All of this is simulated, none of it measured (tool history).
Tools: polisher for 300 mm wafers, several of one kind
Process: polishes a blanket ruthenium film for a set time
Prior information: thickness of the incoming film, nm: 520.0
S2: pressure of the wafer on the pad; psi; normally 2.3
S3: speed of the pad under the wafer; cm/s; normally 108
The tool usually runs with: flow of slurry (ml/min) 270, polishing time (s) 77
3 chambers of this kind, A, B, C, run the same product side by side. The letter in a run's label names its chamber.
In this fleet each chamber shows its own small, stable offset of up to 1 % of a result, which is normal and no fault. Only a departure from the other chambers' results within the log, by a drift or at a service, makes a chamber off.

run 1A hour=4.7 | flow_of_slurry_(ml/min)=270 S2=2.3 S3=108 polishing_time_(s)=77 | film_removed_(angstrom)=1092.5
-- hour=8.1 chamber C: worn pad replaced by a new one
run 2C hour=8.9 | flow_of_slurry_(ml/min)=270 S2=2.3 S3=108 polishing_time_(s)=77 | film_removed_(angstrom)=1113.5
-- hour=11.1 chamber B: worn pad replaced by a new one
run 3B hour=12.9 | flow_of_slurry_(ml/min)=270 S2=2.3 S3=108 polishing_time_(s)=77 | film_removed_(angstrom)=1088.4
run 4A hour=16.1 | flow_of_slurry_(ml/min)=270 S2=2.3 S3=108 polishing_time_(s)=77 | film_removed_(angstrom)=1100.2
run 5B hour=21.3 | flow_of_slurry_(ml/min)=270 S2=2.3 S3=108 polishing_time_(s)=77 | film_removed_(angstrom)=1096.1
run 6C hour=25.7 | flow_of_slurry_(ml/min)=270 S2=2.3 S3=108 polishing_time_(s)=77 | film_removed_(angstrom)=1094.8
run 7C hour=31.5 | flow_of_slurry_(ml/min)=270 S2=2.6 S3=96 polishing_time_(s)=77 | film_removed_(angstrom)=1117.7
-- hour=32 chamber A: worn pad replaced by a new one
run 8B hour=34.9 | flow_of_slurry_(ml/min)=270 S2=2.6 S3=96 polishing_time_(s)=77 | film_removed_(angstrom)=1090.8
run 9A hour=39.3 | flow_of_slurry_(ml/min)=270 S2=2.6 S3=96 polishing_time_(s)=77 | film_removed_(angstrom)=1094
run 10C hour=43 | flow_of_slurry_(ml/min)=270 S2=2.3 S3=108 polishing_time_(s)=77 | film_removed_(angstrom)=1106.3
run 11A hour=49.2 | flow_of_slurry_(ml/min)=355 S2=2.3 S3=108 polishing_time_(s)=86 | film_removed_(angstrom)=1250.9
run 12B hour=56.1 | flow_of_slurry_(ml/min)=355 S2=2.3 S3=108 polishing_time_(s)=86 | film_removed_(angstrom)=1259.8
run 13A hour=59.4 | flow_of_slurry_(ml/min)=355 S2=2.3 S3=108 polishing_time_(s)=86 | film_removed_(angstrom)=1245.1
run 14B hour=65.2 | flow_of_slurry_(ml/min)=270 S2=2.3 S3=108 polishing_time_(s)=77 | film_removed_(angstrom)=1081.8
-- hour=66.7 chamber C: head pressure recalibrated
-- hour=70.3 chamber B: worn pad replaced by a new one
run 15C hour=70.3 | flow_of_slurry_(ml/min)=270 S2=2.3 S3=108 polishing_time_(s)=77 | film_removed_(angstrom)=991.78
run 16A hour=74.9 | flow_of_slurry_(ml/min)=270 S2=2.8 S3=108 polishing_time_(s)=77 | film_removed_(angstrom)=1325.4
run 17B hour=81.3 | flow_of_slurry_(ml/min)=270 S2=2.8 S3=108 polishing_time_(s)=77 | film_removed_(angstrom)=1307.9
run 18C hour=85.6 | flow_of_slurry_(ml/min)=270 S2=2.8 S3=108 polishing_time_(s)=77 | film_removed_(angstrom)=1231.2
-- hour=89.3 chamber A: worn pad replaced by a new one
run 19C hour=90.7 | flow_of_slurry_(ml/min)=270 S2=2.3 S3=108 polishing_time_(s)=77 | film_removed_(angstrom)=1005.1
run 20B hour=94.2 | flow_of_slurry_(ml/min)=270 S2=2.3 S3=108 polishing_time_(s)=77 | film_removed_(angstrom)=1069.4
-- hour=96 chamber C: worn pad replaced by a new one
run 21A hour=97.7 | flow_of_slurry_(ml/min)=270 S2=2.3 S3=108 polishing_time_(s)=77 | film_removed_(angstrom)=1076.3
run 22A hour=103.6 | flow_of_slurry_(ml/min)=270 S2=2.3 S3=108 polishing_time_(s)=77 | film_removed_(angstrom)=1092.4
run 23B hour=108.7 | flow_of_slurry_(ml/min)=270 S2=2.3 S3=108 polishing_time_(s)=77 | film_removed_(angstrom)=1099
run 24C hour=115.1 | flow_of_slurry_(ml/min)=270 S2=2.3 S3=108 polishing_time_(s)=77 | film_removed_(angstrom)=1009.5
run 25B hour=118.3 | flow_of_slurry_(ml/min)=270 S2=2.3 S3=108 polishing_time_(s)=77 | film_removed_(angstrom)=1116.5
-- hour=121.4 chamber A: slurry nozzle cleaned
-- hour=125.1 chamber B: worn pad replaced by a new one
run 26C hour=125.2 | flow_of_slurry_(ml/min)=270 S2=2.3 S3=108 polishing_time_(s)=77 | film_removed_(angstrom)=988.63
run 27A hour=129.2 | flow_of_slurry_(ml/min)=270 S2=2.3 S3=108 polishing_time_(s)=77 | film_removed_(angstrom)=1093.8
run 28B hour=135.5 | flow_of_slurry_(ml/min)=270 S2=2.3 S3=108 polishing_time_(s)=77 | film_removed_(angstrom)=1098.9
run 29C hour=140.9 | flow_of_slurry_(ml/min)=270 S2=2.3 S3=96 polishing_time_(s)=51 | film_removed_(angstrom)=579.09
run 30A hour=144.5 | flow_of_slurry_(ml/min)=270 S2=2.3 S3=96 polishing_time_(s)=51 | film_removed_(angstrom)=641.71
run 31A hour=147.9 | flow_of_slurry_(ml/min)=270 S2=2.3 S3=96 polishing_time_(s)=51 | film_removed_(angstrom)=653.02
run 32C hour=154.2 | flow_of_slurry_(ml/min)=270 S2=2.3 S3=108 polishing_time_(s)=77 | film_removed_(angstrom)=1005

For the next run the whole fleet of 3 chambers uses the same settings. Give each chamber's results:
run 33A hour=159.3 | flow_of_slurry_(ml/min)=270 S2=2.3 S3=108 polishing_time_(s)=77 | film_removed_(angstrom)=?
run 33B hour=159.3 | flow_of_slurry_(ml/min)=270 S2=2.3 S3=108 polishing_time_(s)=77 | film_removed_(angstrom)=?
run 33C hour=159.3 | flow_of_slurry_(ml/min)=270 S2=2.3 S3=108 polishing_time_(s)=77 | film_removed_(angstrom)=?

run=33A film_removed_(angstrom)=1092.5
run=33B film_removed_(angstrom)=1104
run=33C film_removed_(angstrom)=997.52
